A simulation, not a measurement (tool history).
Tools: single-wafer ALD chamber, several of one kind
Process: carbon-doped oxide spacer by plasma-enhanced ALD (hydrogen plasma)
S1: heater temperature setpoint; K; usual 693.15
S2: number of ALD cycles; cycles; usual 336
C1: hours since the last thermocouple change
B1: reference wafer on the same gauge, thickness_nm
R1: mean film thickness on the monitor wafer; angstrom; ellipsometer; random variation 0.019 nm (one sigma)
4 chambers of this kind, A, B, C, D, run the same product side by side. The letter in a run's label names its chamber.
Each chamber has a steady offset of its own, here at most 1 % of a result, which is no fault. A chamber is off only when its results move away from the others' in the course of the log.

{"run": "1D", "hour": 8.4, "S1": 693.15, "S2": 336, "C1": 218.7, "B1": 16.804, "R1": 159.47}
{"run": "2C", "hour": 17.6, "S1": 693.15, "S2": 336, "C1": 589.5, "B1": 16.805, "R1": 157.04}
{"run": "3B", "hour": 26.1, "S1": 693.15, "S2": 336, "C1": 893.9, "B1": 16.806, "R1": 158.87}
{"run": "4A", "hour": 32.7, "S1": 693.15, "S2": 336, "C1": 3397.2, "B1": 16.807, "R1": 158.24}
{"run": "5A", "hour": 47.4, "S1": 693.15, "S2": 336, "C1": 3411.9, "B1": 16.817, "R1": 159.01}
{"run": "6D", "hour": 56.6, "S1": 693.15, "S2": 336, "C1": 266.9, "B1": 16.814, "R1": 159.53}
{"hour": 61.6, "done": "chamber A: thermocouple changed; heater temperature recalibrated"}
{"run": "7B", "hour": 69.7, "S1": 693.15, "S2": 336, "C1": 937.5, "B1": 16.816, "R1": 159.85}
{"run": "8C", "hour": 80.4, "S1": 693.15, "S2": 336, "C1": 652.3, "B1": 16.823, "R1": 157.44}
{"run": "9D", "hour": 87.7, "S1": 693.15, "S2": 336, "C1": 298.0, "B1": 16.824, "R1": 159.49}
{"run": "10C", "hour": 101.0, "S1": 693.15, "S2": 336, "C1": 672.9, "B1": 16.822, "R1": 157.38}
{"run": "11B", "hour": 112.6, "S1": 693.15, "S2": 336, "C1": 980.4, "B1": 16.828, "R1": 159.91}
{"run": "12A", "hour": 125.1, "S1": 693.15, "S2": 336, "C1": 63.6, "B1": 16.824, "R1": 159.31}
{"run": "13D", "hour": 133.6, "S1": 693.15, "S2": 336, "C1": 343.9, "B1": 16.835, "R1": 159.29}
{"run": "14C", "hour": 142.4, "S1": 693.15, "S2": 336, "C1": 714.3, "B1": 16.835, "R1": 156.95}
{"run": "15B", "hour": 155.5, "S1": 693.15, "S2": 336, "C1": 1023.3, "B1": 16.833, "R1": 159.47}
{"run": "16A", "hour": 166.9, "S1": 693.15, "S2": 336, "C1": 105.4, "B1": 16.844, "R1": 159.02}
{"run": "17C", "hour": 177.6, "S1": 693.15, "S2": 336, "C1": 749.5, "B1": 16.846, "R1": 157.53}
{"run": "18D", "hour": 187.9, "S1": 693.15, "S2": 336, "C1": 398.2, "B1": 16.85, "R1": 159.29}
{"run": "19A", "hour": 195.4, "S1": 693.15, "S2": 336, "C1": 133.9, "B1": 16.846, "R1": 159.14}
{"run": "20B", "hour": 207.0, "S1": 693.15, "S2": 336, "C1": 1074.8, "B1": 16.847, "R1": 159.63}
{"run": "21A", "hour": 221.7, "S1": 693.15, "S2": 336, "C1": 160.2, "B1": 16.857, "R1": 159.5}
{"run": "22B", "hour": 236.4, "S1": 687.15, "S2": 336, "C1": 1104.2, "B1": 16.863, "R1": 163.52}
{"run": "23C", "hour": 244.1, "S1": 687.15, "S2": 336, "C1": 816.0, "B1": 16.869, "R1": 160.81}
{"run": "24D", "hour": 258.6, "S1": 687.15, "S2": 336, "C1": 468.9, "B1": 16.862, "R1": 162.92}
{"run": "25C", "hour": 272.8, "S1": 687.15, "S2": 336, "C1": 844.7, "B1": 16.865, "R1": 160.68}
{"run": "26B", "hour": 287.7, "S1": 693.15, "S2": 336, "C1": 1155.5, "B1": 16.874, "R1": 160.47}
{"run": "27D", "hour": 296.2, "S1": 693.15, "S2": 336, "C1": 506.5, "B1": 16.874, "R1": 159.52}
{"run": "28A", "hour": 303.1, "S1": 693.15, "S2": 336, "C1": 241.6, "B1": 16.874, "R1": 159.32}
{"run": "29A", "hour": 317.8, "S1": 693.15, "S2": 336, "C1": 256.3, "B1": 16.876, "R1": 159.66}
{"run": "30B", "hour": 326.5, "S1": 693.15, "S2": 336, "C1": 1194.3, "B1": 16.88, "R1": 159.97}

All 4 chambers run these settings next. Forecast each chamber's results:
{"run": "31A", "hour": 337.5, "S1": 693.15, "S2": 336, "R1": "?"}
{"run": "31B", "hour": 337.5, "S1": 693.15, "S2": 336, "R1": "?"}
{"run": "31C", "hour": 337.5, "S1": 693.15, "S2": 336, "R1": "?"}
{"run": "31D", "hour": 337.5, "S1": 693.15, "S2": 336, "R1": "?"}

run=31A R1=159.07
run=31B R1=160.15
run=31C R1=157.53
run=31D R1=160.02
